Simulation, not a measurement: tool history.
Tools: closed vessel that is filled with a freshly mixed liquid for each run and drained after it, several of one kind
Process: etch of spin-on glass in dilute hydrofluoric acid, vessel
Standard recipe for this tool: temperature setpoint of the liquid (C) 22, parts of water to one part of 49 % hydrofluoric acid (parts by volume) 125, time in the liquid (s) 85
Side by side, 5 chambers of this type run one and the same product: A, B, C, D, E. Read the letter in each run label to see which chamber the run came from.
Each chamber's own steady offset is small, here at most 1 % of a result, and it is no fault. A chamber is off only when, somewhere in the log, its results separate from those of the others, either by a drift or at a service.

| run | hour | temperature setpoint of the liquid (C) | parts of water to one part of 49 % hydrofluoric acid (parts by volume) | time in the liquid (s) | read-back film thickness of the spin-on glass reference wafer, read on the same gauge (nm) | thickness taken off the spin-on glass on a monitor wafer (angstrom) |
|---|---|---|---|---|---|---|
| 1A | 6.8 | 22 | 125 | 85 | 50.018 | 156.31 |
| 2C | 17.6 | 22 | 125 | 85 | 49.972 | 158.17 |
| 3D | 30.7 | 22 | 125 | 85 | 50.006 | 156.96 |
|  | 37.8 | chamber B: hydrofluoric acid flow meter replaced |
| 4E | 40.7 | 22 | 125 | 85 | 50.002 | 161.18 |
| 5B | 48.9 | 22 | 125 | 85 | 49.983 | 159.19 |
| 6B | 64.1 | 22 | 125 | 85 | 50.017 | 156.50 |
|  | 74.1 | chamber C: hydrofluoric acid flow meter replaced |
| 7E | 76.9 | 22 | 125 | 85 | 50.031 | 160.43 |
| 8C | 92.2 | 22 | 125 | 85 | 50.011 | 158.41 |
| 9D | 103.8 | 22 | 125 | 85 | 49.996 | 156.80 |
| 10A | 112.8 | 22 | 125 | 85 | 50.016 | 157.15 |
| 11C | 123.5 | 22 | 150 | 135 | 50.009 | 206.49 |
| 12D | 130.9 | 22 | 150 | 135 | 50.005 | 197.15 |
| 13A | 142.1 | 22 | 150 | 135 | 49.973 | 205.16 |
| 14E | 151.5 | 22 | 150 | 135 | 50.010 | 202.70 |
| 15B | 159.8 | 22 | 150 | 135 | 50.003 | 205.55 |
| 16A | 173.0 | 22 | 125 | 85 | 50.002 | 156.81 |
| 17D | 186.9 | 22 | 125 | 85 | 49.972 | 153.90 |
| 18E | 199.7 | 22 | 125 | 85 | 49.992 | 159.87 |
| 19C | 207.1 | 22 | 125 | 85 | 49.999 | 157.64 |
|  | 210.4 | chamber D: hydrofluoric acid flow meter replaced |
| 20B | 214.3 | 22 | 125 | 85 | 49.985 | 158.31 |
| 21B | 221.3 | 22 | 125 | 60 | 49.969 | 112.64 |
| 22C | 234.1 | 22 | 125 | 60 | 49.995 | 113.18 |
| 23A | 244.4 | 22 | 125 | 60 | 50.008 | 112.11 |
| 24D | 253.5 | 22 | 125 | 60 | 49.971 | 105.89 |
| 25E | 260.3 | 22 | 125 | 60 | 49.997 | 112.90 |
| 26D | 268.2 | 22 | 125 | 85 | 50.006 | 153.52 |
| 27E | 283.0 | 22 | 125 | 85 | 50.017 | 159.63 |
| 28B | 296.4 | 22 | 125 | 85 | 50.017 | 158.72 |
| 29A | 304.3 | 22 | 125 | 85 | 49.987 | 159.43 |
| 30C | 312.8 | 22 | 125 | 85 | 49.997 | 158.52 |
| 31C | 327.5 | 22 | 125 | 85 | 49.994 | 160.60 |
| 32E | 341.0 | 22 | 125 | 85 | 49.987 | 159.25 |
| 33A | 349.6 | 22 | 125 | 85 | 49.956 | 159.86 |
| 34D | 359.4 | 22 | 125 | 85 | 49.984 | 147.86 |
| 35B | 369.2 | 22 | 125 | 85 | 49.982 | 159.61 |
| 36B | 378.9 | 22 | 125 | 85 | 49.973 | 160.25 |
| 37D | 385.6 | 22 | 125 | 85 | 49.993 | 146.69 |
| 38C | 400.7 | 22 | 125 | 85 | 50.006 | 159.02 |
| 39A | 408.3 | 22 | 90 | 85 | 50.020 | 234.12 |

For the next run the whole fleet of 5 chambers uses the same settings. Give each chamber's results:
| 40A | 419.3 | 22 | 125 | 85 |  | ? |
| 40B | 419.3 | 22 | 125 | 85 |  | ? |
| 40C | 419.3 | 22 | 125 | 85 |  | ? |
| 40D | 419.3 | 22 | 125 | 85 |  | ? |
| 40E | 419.3 | 22 | 125 | 85 |  | ? |

| run | thickness taken off the spin-on glass on a monitor wafer (angstrom) |
|---|---|
| 40A | 157.59 |
| 40B | 157.34 |
| 40C | 159.10 |
| 40D | 145.26 |
| 40E | 160.61 |
